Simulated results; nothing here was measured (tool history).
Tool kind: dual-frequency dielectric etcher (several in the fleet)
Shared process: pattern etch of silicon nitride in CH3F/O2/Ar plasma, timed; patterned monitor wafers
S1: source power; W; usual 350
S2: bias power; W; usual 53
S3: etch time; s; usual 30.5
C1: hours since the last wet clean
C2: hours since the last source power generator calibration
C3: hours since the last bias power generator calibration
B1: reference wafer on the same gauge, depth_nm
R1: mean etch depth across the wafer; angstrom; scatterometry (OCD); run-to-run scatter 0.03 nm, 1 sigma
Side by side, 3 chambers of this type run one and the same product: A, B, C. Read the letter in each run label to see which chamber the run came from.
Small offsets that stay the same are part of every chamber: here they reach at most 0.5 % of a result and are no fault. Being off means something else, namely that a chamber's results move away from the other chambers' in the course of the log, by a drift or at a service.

run   hour   S1  S2    S3     C1      C2      C3      B1      R1
 1A    7.1  350  53  30.5  266.2  1610.8  1384.6  19.703  182.82
 2C     18  350  53  30.5  234.9  2294.7  1995.9  19.702   183.9
 3B   25.8  350  53  30.5  230.1     445  1172.5  19.702  184.59
 4B   40.3  350  53  30.5  244.6   459.5    1187   19.71  184.11
 5C   51.5  350  53  30.5  268.4  2328.2  2029.4  19.716  183.61
 6A   63.3  390  53  30.5  322.4    1667  1440.8   19.73  191.33
 7C   74.9  390  53  30.5  291.8  2351.6  2052.8  19.724  191.19
 8B   84.7  390  53  30.5    289   503.9  1231.4  19.729  192.02
 9A   97.1  350  53  30.5  356.2  1700.8  1474.6  19.724  183.18
10A  107.6  350  53  30.5  366.7  1711.3  1485.1  19.736  183.38
11B  121.7  350  53  30.5    326   540.9  1268.4  19.745  184.97
12C    131  350  53  38.5  347.9  2407.7  2108.9  19.731  232.95
     133.2  -- chamber C: wet clean of the chamber
13C  146.5  350  53  38.5   13.4  2423.2  2124.4   19.74  232.12
14B  155.7  350  53  38.5    360   574.9  1302.4  19.744  233.05
       159  -- chamber A: wet clean of the chamber
15A  168.8  350  53  30.5    9.9  1772.5  1546.3  19.741  183.51
16C  178.1  350  53  30.5     45  2454.8    2156  19.752  183.94
     178.9  -- chamber C: source power generator calibrated
17B  187.4  350  53  30.5  391.7   606.6  1334.1  19.762  184.44
18A  199.4  350  53  30.5   40.5  1803.1  1576.9  19.765  183.96
19C  210.4  350  53  30.5   77.3    31.6  2188.3  19.766  183.69
20B  217.3  350  53  30.5  421.6   636.5    1364  19.773  184.67
     220.1  -- chamber B: wet clean of the chamber
21A  228.3  350  53  30.5   69.4    1832  1605.8  19.778  183.42
22B  236.8  350  53  30.5   16.8     656  1383.5   19.78  184.43
23C  249.9  350  53  30.5  116.8    71.1  2227.8  19.781  184.26
     254.3  -- chamber A: source power generator calibrated
24A    259  350  53  30.5  100.1     4.8  1636.5   19.78  183.33
25A  267.6  420  53  30.5  108.7    13.4  1645.1  19.785  197.41
26B  276.2  420  53  30.5   56.2   695.4  1422.9   19.79  197.95
27C  284.7  420  53  30.5  151.6   105.9  2262.6  19.787  197.67
28B  293.4  350  53  30.5   73.4   712.6  1440.1  19.795  184.68
29A  305.7  350  53  30.5  146.8    51.5  1683.2  19.793  184.47
30C  318.3  420  53    38  185.2   139.5  2296.2   19.79  245.83
31B  332.4  420  53    38  112.4   751.6  1479.1  19.805  246.13
32A  341.5  420  53    38  182.6    87.3    1719  19.808  245.44
33C    353  350  53  30.5  219.9   174.2  2330.9  19.813  184.47
34B  361.4  350  66    22  141.4   780.6  1508.1  19.815  143.51
35A  369.2  350  66    22  210.3     115  1746.7  19.821  142.73
36C  383.2  350  66    22  250.1   204.4  2361.1  19.817  143.37
37C  392.6  350  60    33  259.5   213.8  2370.5  19.817  208.05
38B  408.3  350  60    33  188.3   827.5    1555  19.835  208.08

The same settings go to every chamber for the next run, one line per chamber below. Forecast the results for each:
39A  419.6  350  41  30.5                   ?
39B  419.6  350  41  30.5                   ?
39C  419.6  350  41  30.5                   ?

run      R1
39A  169.78
39B  171.21
39C  170.14
